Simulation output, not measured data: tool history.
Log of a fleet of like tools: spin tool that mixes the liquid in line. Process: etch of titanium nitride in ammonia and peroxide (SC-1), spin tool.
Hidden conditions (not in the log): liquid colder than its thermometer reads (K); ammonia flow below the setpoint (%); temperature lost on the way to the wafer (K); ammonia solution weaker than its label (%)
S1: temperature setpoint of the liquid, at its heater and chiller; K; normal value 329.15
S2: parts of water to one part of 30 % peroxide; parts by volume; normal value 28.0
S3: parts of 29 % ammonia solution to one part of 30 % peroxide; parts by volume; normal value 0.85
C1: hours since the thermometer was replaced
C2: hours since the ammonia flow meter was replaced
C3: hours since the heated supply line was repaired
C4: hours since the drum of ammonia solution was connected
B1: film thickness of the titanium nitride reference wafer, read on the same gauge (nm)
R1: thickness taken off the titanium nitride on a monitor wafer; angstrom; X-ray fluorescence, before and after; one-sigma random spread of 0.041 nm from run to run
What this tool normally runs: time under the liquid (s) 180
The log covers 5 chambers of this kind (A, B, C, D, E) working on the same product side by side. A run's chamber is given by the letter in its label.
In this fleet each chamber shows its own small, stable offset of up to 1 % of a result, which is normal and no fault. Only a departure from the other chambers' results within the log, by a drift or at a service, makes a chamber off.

run 1D hour=6.4 | S1=329.15 S2=28.0 S3=0.85 time_under_the_liquid_(s)=180 | C1=1281.2 C2=221.1 C3=1544.1 C4=212.9 | B1=140.01 | R1=66.533
run 2B hour=17.5 | S1=329.15 S2=28.0 S3=0.85 time_under_the_liquid_(s)=180 | C1=1450.8 C2=145.4 C3=311.1 C4=140.6 | B1=140.03 | R1=66.683
run 3E hour=26.8 | S1=329.15 S2=28.0 S3=0.85 time_under_the_liquid_(s)=180 | C1=1549.0 C2=41.3 C3=2255.1 C4=549.7 | B1=140.04 | R1=66.990
-- hour=27.2 chamber A: heated supply line repaired
run 4C hour=33.3 | S1=329.15 S2=28.0 S3=0.85 time_under_the_liquid_(s)=180 | C1=827.5 C2=239.8 C3=1688.7 C4=391.4 | B1=139.98 | R1=67.356
run 5A hour=43.0 | S1=329.15 S2=28.0 S3=0.85 time_under_the_liquid_(s)=180 | C1=208.7 C2=902.6 C3=15.9 C4=177.0 | B1=140.02 | R1=66.837
run 6B hour=51.6 | S1=329.15 S2=18.5 S3=1.10 time_under_the_liquid_(s)=180 | C1=1484.9 C2=179.5 C3=345.2 C4=174.7 | B1=140.03 | R1=89.402
run 7A hour=59.1 | S1=329.15 S2=18.5 S3=1.10 time_under_the_liquid_(s)=180 | C1=224.8 C2=918.7 C3=32.0 C4=193.1 | B1=140.00 | R1=88.855
run 8D hour=70.6 | S1=329.15 S2=18.5 S3=1.10 time_under_the_liquid_(s)=180 | C1=1345.4 C2=285.3 C3=1608.3 C4=277.1 | B1=139.98 | R1=87.573
run 9C hour=78.3 | S1=329.15 S2=18.5 S3=1.10 time_under_the_liquid_(s)=180 | C1=872.5 C2=284.8 C3=1733.7 C4=436.4 | B1=139.99 | R1=89.090
run 10E hour=90.1 | S1=329.15 S2=18.5 S3=1.10 time_under_the_liquid_(s)=180 | C1=1612.3 C2=104.6 C3=2318.4 C4=613.0 | B1=139.98 | R1=88.188
run 11C hour=100.7 | S1=329.15 S2=28.0 S3=0.85 time_under_the_liquid_(s)=180 | C1=894.9 C2=307.2 C3=1756.1 C4=458.8 | B1=140.03 | R1=67.452
run 12E hour=111.5 | S1=329.15 S2=38.0 S3=0.85 time_under_the_liquid_(s)=180 | C1=1633.7 C2=126.0 C3=2339.8 C4=634.4 | B1=140.06 | R1=56.409
run 13D hour=119.8 | S1=329.15 S2=38.0 S3=0.85 time_under_the_liquid_(s)=180 | C1=1394.6 C2=334.5 C3=1657.5 C4=326.3 | B1=139.99 | R1=55.982
run 14A hour=130.7 | S1=329.15 S2=38.0 S3=0.85 time_under_the_liquid_(s)=180 | C1=296.4 C2=990.3 C3=103.6 C4=264.7 | B1=140.04 | R1=56.563
run 15B hour=137.1 | S1=329.15 S2=38.0 S3=0.85 time_under_the_liquid_(s)=180 | C1=1570.4 C2=265.0 C3=430.7 C4=260.2 | B1=140.00 | R1=56.388
run 16B hour=143.7 | S1=329.15 S2=38.0 S3=0.85 time_under_the_liquid_(s)=180 | C1=1577.0 C2=271.6 C3=437.3 C4=266.8 | B1=140.01 | R1=56.638
run 17C hour=151.4 | S1=329.15 S2=28.0 S3=0.85 time_under_the_liquid_(s)=180 | C1=945.6 C2=357.9 C3=1806.8 C4=509.5 | B1=140.03 | R1=66.372
run 18E hour=161.3 | S1=329.15 S2=28.0 S3=0.85 time_under_the_liquid_(s)=180 | C1=1683.5 C2=175.8 C3=2389.6 C4=684.2 | B1=140.02 | R1=66.828
run 19A hour=171.7 | S1=329.15 S2=28.0 S3=0.85 time_under_the_liquid_(s)=180 | C1=337.4 C2=1031.3 C3=144.6 C4=305.7 | B1=140.01 | R1=67.490
run 20D hour=179.8 | S1=329.15 S2=28.0 S3=0.85 time_under_the_liquid_(s)=180 | C1=1454.6 C2=394.5 C3=1717.5 C4=386.3 | B1=139.99 | R1=66.461
run 21D hour=191.0 | S1=321.65 S2=32.5 S3=0.85 time_under_the_liquid_(s)=180 | C1=1465.8 C2=405.7 C3=1728.7 C4=397.5 | B1=140.01 | R1=36.685
run 22A hour=200.6 | S1=321.65 S2=32.5 S3=0.85 time_under_the_liquid_(s)=180 | C1=366.3 C2=1060.2 C3=173.5 C4=334.6 | B1=139.96 | R1=36.787
run 23E hour=206.1 | S1=321.65 S2=32.5 S3=0.85 time_under_the_liquid_(s)=180 | C1=1728.3 C2=220.6 C3=2434.4 C4=729.0 | B1=140.04 | R1=36.610
run 24B hour=212.4 | S1=321.65 S2=32.5 S3=0.85 time_under_the_liquid_(s)=180 | C1=1645.7 C2=340.3 C3=506.0 C4=335.5 | B1=140.00 | R1=36.957
-- hour=212.8 chamber D: thermometer replaced
run 25C hour=220.1 | S1=321.65 S2=32.5 S3=0.85 time_under_the_liquid_(s)=180 | C1=1014.3 C2=426.6 C3=1875.5 C4=578.2 | B1=140.01 | R1=36.119
run 26E hour=225.4 | S1=329.15 S2=28.0 S3=0.85 time_under_the_liquid_(s)=180 | C1=1747.6 C2=239.9 C3=2453.7 C4=748.3 | B1=139.99 | R1=67.190
run 27C hour=234.8 | S1=329.15 S2=28.0 S3=0.85 time_under_the_liquid_(s)=180 | C1=1029.0 C2=441.3 C3=1890.2 C4=592.9 | B1=139.98 | R1=65.014
run 28B hour=241.8 | S1=329.15 S2=28.0 S3=0.85 time_under_the_liquid_(s)=180 | C1=1675.1 C2=369.7 C3=535.4 C4=364.9 | B1=139.93 | R1=66.675
run 29D hour=249.9 | S1=329.15 S2=28.0 S3=0.85 time_under_the_liquid_(s)=180 | C1=37.1 C2=464.6 C3=1787.6 C4=456.4 | B1=139.99 | R1=66.722
run 30A hour=258.2 | S1=329.15 S2=28.0 S3=0.85 time_under_the_liquid_(s)=180 | C1=423.9 C2=1117.8 C3=231.1 C4=392.2 | B1=140.00 | R1=67.134
run 31A hour=265.0 | S1=329.15 S2=28.0 S3=0.85 time_under_the_liquid_(s)=180 | C1=430.7 C2=1124.6 C3=237.9 C4=399.0 | B1=140.03 | R1=66.575
run 32C hour=272.5 | S1=329.15 S2=28.0 S3=0.85 time_under_the_liquid_(s)=180 | C1=1066.7 C2=479.0 C3=1927.9 C4=630.6 | B1=139.96 | R1=65.426
run 33E hour=277.9 | S1=329.15 S2=28.0 S3=0.85 time_under_the_liquid_(s)=180 | C1=1800.1 C2=292.4 C3=2506.2 C4=800.8 | B1=140.01 | R1=66.202
run 34B hour=286.6 | S1=329.15 S2=28.0 S3=0.85 time_under_the_liquid_(s)=180 | C1=1719.9 C2=414.5 C3=580.2 C4=409.7 | B1=139.99 | R1=67.230
run 35D hour=297.2 | S1=329.15 S2=28.0 S3=0.85 time_under_the_liquid_(s)=180 | C1=84.4 C2=511.9 C3=1834.9 C4=503.7 | B1=139.96 | R1=66.586
run 36B hour=303.0 | S1=329.15 S2=28.0 S3=0.85 time_under_the_liquid_(s)=180 | C1=1736.3 C2=430.9 C3=596.6 C4=426.1 | B1=139.99 | R1=67.357
run 37E hour=312.9 | S1=329.15 S2=35.0 S3=0.85 time_under_the_liquid_(s)=80 | C1=1835.1 C2=327.4 C3=2541.2 C4=835.8 | B1=139.98 | R1=26.226

Is one chamber off against the others, does the gauge drift, or is nothing wrong? If a chamber is off, say which, and what the likeliest cause is.

Chamber C drifts away from the others.
Most likely cause: liquid colder than its thermometer reads (K) = 0.893.
The log may not separate it from: temperature lost on the way to the wafer (K).

Here are 4 candidates for chamber C's next run, each the usual settings with a change, their results left as question marks. Which one brings its results back in line with what the others give on the usual settings?
In line here means within this much of the mean the other chambers give on the usual settings: R1 1.400 angstrom
run 38C-1 hour=321.4 | S1=329.15 S2=28.0 S3=0.90 time_under_the_liquid_(s)=180 | R1=?
run 38C-2 hour=321.4 | S1=329.15 S2=28.0 S3=0.85 time_under_the_liquid_(s)=170 | R1=?
run 38C-3 hour=321.4 | S1=329.15 S2=28.0 S3=0.80 time_under_the_liquid_(s)=180 | R1=?
run 38C-4 hour=321.4 | S1=329.15 S2=28.0 S3=1.10 time_under_the_liquid_(s)=180 | R1=?

Other chambers, usual settings, mean: R1 66.903 angstrom
run=38C-1 R1=64.383
run=38C-2 R1=60.165
run=38C-3 R1=62.990
run=38C-4 R1=66.782
It is 38C-4 that realigns the chamber with its peers.
